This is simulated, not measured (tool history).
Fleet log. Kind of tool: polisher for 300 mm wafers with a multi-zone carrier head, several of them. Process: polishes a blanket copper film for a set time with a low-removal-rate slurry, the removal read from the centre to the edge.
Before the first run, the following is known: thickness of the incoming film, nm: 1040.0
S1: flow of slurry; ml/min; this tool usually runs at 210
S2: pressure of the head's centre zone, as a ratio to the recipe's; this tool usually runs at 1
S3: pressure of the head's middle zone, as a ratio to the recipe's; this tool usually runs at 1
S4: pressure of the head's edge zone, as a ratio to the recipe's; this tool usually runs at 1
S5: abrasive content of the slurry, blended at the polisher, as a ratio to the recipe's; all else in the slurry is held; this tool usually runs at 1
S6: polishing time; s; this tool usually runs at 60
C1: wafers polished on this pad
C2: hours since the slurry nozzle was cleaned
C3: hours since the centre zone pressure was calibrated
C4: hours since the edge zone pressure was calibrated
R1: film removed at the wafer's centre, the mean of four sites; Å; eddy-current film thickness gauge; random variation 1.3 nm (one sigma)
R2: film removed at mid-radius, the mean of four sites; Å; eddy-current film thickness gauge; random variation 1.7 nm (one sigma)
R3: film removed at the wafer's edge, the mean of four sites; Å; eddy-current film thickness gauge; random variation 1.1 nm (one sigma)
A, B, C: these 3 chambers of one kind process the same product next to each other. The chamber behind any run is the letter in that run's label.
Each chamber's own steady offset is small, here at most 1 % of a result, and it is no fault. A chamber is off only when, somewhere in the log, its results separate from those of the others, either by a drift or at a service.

run 1B day=0.438 | S1=210 S2=1 S3=1 S4=1 S5=1 S6=60 | C1=735 C2=28 C3=127.8 C4=680.3 | R1=1153.5 R2=1141.9 R3=1166.1
run 2A day=0.796 | S1=210 S2=1 S3=1 S4=1 S5=1 S6=60 | C1=717 C2=365.9 C3=518.2 C4=335.1 | R1=1131 R2=1142.6 R3=1155.6
run 3C day=1.204 | S1=210 S2=1 S3=1 S4=1 S5=1 S6=60 | C1=1109 C2=153.8 C3=135.9 C4=1203.2 | R1=1136.3 R2=1128.7 R3=1142.9
-- day=1.3 chamber B: worn pad replaced by a new one
-- day=1.338 chamber A: worn pad replaced by a new one
run 4B day=1.517 | S1=210 S2=1 S3=1 S4=1 S5=1 S6=60 | C1=29 C2=53.9 C3=153.7 C4=706.2 | R1=1142.7 R2=1158.9 R3=1147.8
-- day=1.562 chamber C: worn pad replaced by a new one
run 5C day=1.879 | S1=210 S2=1 S3=1 S4=1 S5=1 S6=60 | C1=42 C2=170 C3=152.1 C4=1219.4 | R1=1154.6 R2=1145.1 R3=1153.4
run 6A day=2.146 | S1=210 S2=1 S3=1 S4=0.94 S5=1 S6=60 | C1=109 C2=398.3 C3=550.6 C4=367.5 | R1=1129.8 R2=1153.1 R3=1123.4
run 7A day=2.512 | S1=210 S2=1 S3=1 S4=0.94 S5=1 S6=60 | C1=158 C2=407.1 C3=559.4 C4=376.3 | R1=1135.3 R2=1150.2 R3=1101.3
run 8C day=2.729 | S1=210 S2=1 S3=1 S4=0.94 S5=1 S6=60 | C1=157 C2=190.4 C3=172.5 C4=1239.8 | R1=1132.7 R2=1168.5 R3=1099
run 9B day=3.017 | S1=210 S2=1 S3=1 S4=1 S5=1 S6=60 | C1=231 C2=89.9 C3=189.7 C4=742.2 | R1=1141 R2=1154.7 R3=1137.9
run 10C day=3.275 | S1=210 S2=1 S3=1 S4=1 S5=1 S6=60 | C1=230 C2=203.5 C3=185.6 C4=1252.9 | R1=1153.5 R2=1134.1 R3=1147.2
run 11A day=3.633 | S1=210 S2=1 S3=1 S4=1 S5=1 S6=60 | C1=309 C2=434 C3=586.3 C4=403.2 | R1=1143.4 R2=1140.1 R3=1143.7
run 12B day=3.975 | S1=210 S2=1 S3=1 S4=1 S5=1 S6=60 | C1=360 C2=112.9 C3=212.7 C4=765.2 | R1=1144.4 R2=1134.4 R3=1159
run 13B day=4.292 | S1=210 S2=1 S3=1 S4=1 S5=1 S6=60 | C1=403 C2=120.5 C3=220.3 C4=772.8 | R1=1146.4 R2=1150.4 R3=1145.1
run 14C day=4.662 | S1=210 S2=1 S3=1 S4=1 S5=1 S6=60 | C1=417 C2=236.8 C3=218.9 C4=1286.2 | R1=1129.8 R2=1157.3 R3=1149.9
run 15A day=4.9 | S1=210 S2=1 S3=1.09 S4=1.07 S5=1 S6=60 | C1=480 C2=464.4 C3=616.7 C4=433.6 | R1=1146.5 R2=1245.6 R3=1172.6
run 16B day=5.217 | S1=210 S2=1 S3=1.09 S4=1.07 S5=1 S6=60 | C1=527 C2=142.7 C3=242.5 C4=795 | R1=1165.6 R2=1237.3 R3=1188
run 17C day=5.492 | S1=210 S2=1 S3=1.09 S4=1.07 S5=1 S6=60 | C1=529 C2=256.7 C3=238.8 C4=1306.1 | R1=1136.5 R2=1244.5 R3=1183.7
run 18A day=5.833 | S1=210 S2=1 S3=1 S4=1 S5=1 S6=60 | C1=605 C2=486.8 C3=639.1 C4=456 | R1=1149.1 R2=1114.3 R3=1151.9
run 19A day=6.208 | S1=210 S2=1 S3=1 S4=1 S5=1 S6=60 | C1=656 C2=495.8 C3=648.1 C4=465 | R1=1122 R2=1136.1 R3=1152.6
-- day=6.512 chamber A: worn pad replaced by a new one
run 20C day=6.525 | S1=210 S2=1 S3=1 S4=1 S5=1 S6=60 | C1=668 C2=281.5 C3=263.6 C4=1330.9 | R1=1132.1 R2=1124.8 R3=1136.4
run 21B day=6.804 | S1=210 S2=1 S3=1 S4=1 S5=1 S6=60 | C1=741 C2=180.8 C3=280.6 C4=833.1 | R1=1148.5 R2=1138.8 R3=1162.5
-- day=7.033 chamber C: edge zone pressure recalibrated
run 22C day=7.25 | S1=210 S2=1 S3=1 S4=1 S5=1 S6=60 | C1=766 C2=298.9 C3=281 C4=5.3 | R1=1149.7 R2=1180.4 R3=1141.7
run 23A day=7.579 | S1=210 S2=1 S3=1 S4=1 S5=1 S6=60 | C1=144 C2=528.7 C3=681 C4=497.9 | R1=1149.2 R2=1117.1 R3=1143.8
-- day=7.808 chamber A: slurry nozzle cleaned
run 24B day=7.883 | S1=210 S2=1 S3=1 S4=0.93 S5=1 S6=60 | C1=887 C2=206.7 C3=306.5 C4=859 | R1=1142.6 R2=1162.1 R3=1093.1
run 25A day=8.346 | S1=210 S2=1 S3=1 S4=0.93 S5=1 S6=60 | C1=247 C2=13 C3=699.4 C4=516.3 | R1=1127.7 R2=1137.8 R3=1111.4
run 26B day=8.592 | S1=210 S2=1 S3=1 S4=0.93 S5=1 S6=60 | C1=982 C2=223.7 C3=323.5 C4=876 | R1=1165.7 R2=1131 R3=1123
run 27C day=8.833 | S1=210 S2=1 S3=1 S4=1 S5=1 S6=60 | C1=979 C2=336.9 C3=319 C4=43.3 | R1=1124.1 R2=1151.2 R3=1157.2
run 28C day=9.15 | S1=210 S2=0.95 S3=1 S4=1 S5=1 S6=60 | C1=1022 C2=344.5 C3=326.6 C4=50.9 | R1=1086.8 R2=1151.8 R3=1147.4
run 29B day=9.388 | S1=210 S2=0.95 S3=1 S4=1 S5=1 S6=60 | C1=1089 C2=242.8 C3=342.6 C4=895.1 | R1=1077.5 R2=1143.2 R3=1143.8
run 30A day=9.729 | S1=210 S2=0.95 S3=1 S4=1 S5=1 S6=60 | C1=433 C2=46.2 C3=732.6 C4=549.5 | R1=1053.6 R2=1113.4 R3=1145.9
-- day=9.925 chamber C: worn pad replaced by a new one
run 31C day=10.171 | S1=210 S2=1 S3=1 S4=1 S5=1 S6=60 | C1=33 C2=369 C3=351.1 C4=75.4 | R1=1130.4 R2=1137.4 R3=1166
run 32A day=10.412 | S1=210 S2=1 S3=1 S4=1 S5=1 S6=60 | C1=525 C2=62.6 C3=749 C4=565.9 | R1=1146.5 R2=1147.7 R3=1139.6

Next, every chamber runs the same settings. What will each give?
run 33A day=10.746 | S1=210 S2=1.04 S3=1 S4=1 S5=1 S6=60 | R1=? R2=? R3=?
run 33B day=10.746 | S1=210 S2=1.04 S3=1 S4=1 S5=1 S6=60 | R1=? R2=? R3=?
run 33C day=10.746 | S1=210 S2=1.04 S3=1 S4=1 S5=1 S6=60 | R1=? R2=? R3=?

run=33A R1=1183.1 R2=1161.5 R3=1168
run=33B R1=1192.9 R2=1180.3 R3=1130.5
run=33C R1=1201.6 R2=1115.1 R3=1138.8

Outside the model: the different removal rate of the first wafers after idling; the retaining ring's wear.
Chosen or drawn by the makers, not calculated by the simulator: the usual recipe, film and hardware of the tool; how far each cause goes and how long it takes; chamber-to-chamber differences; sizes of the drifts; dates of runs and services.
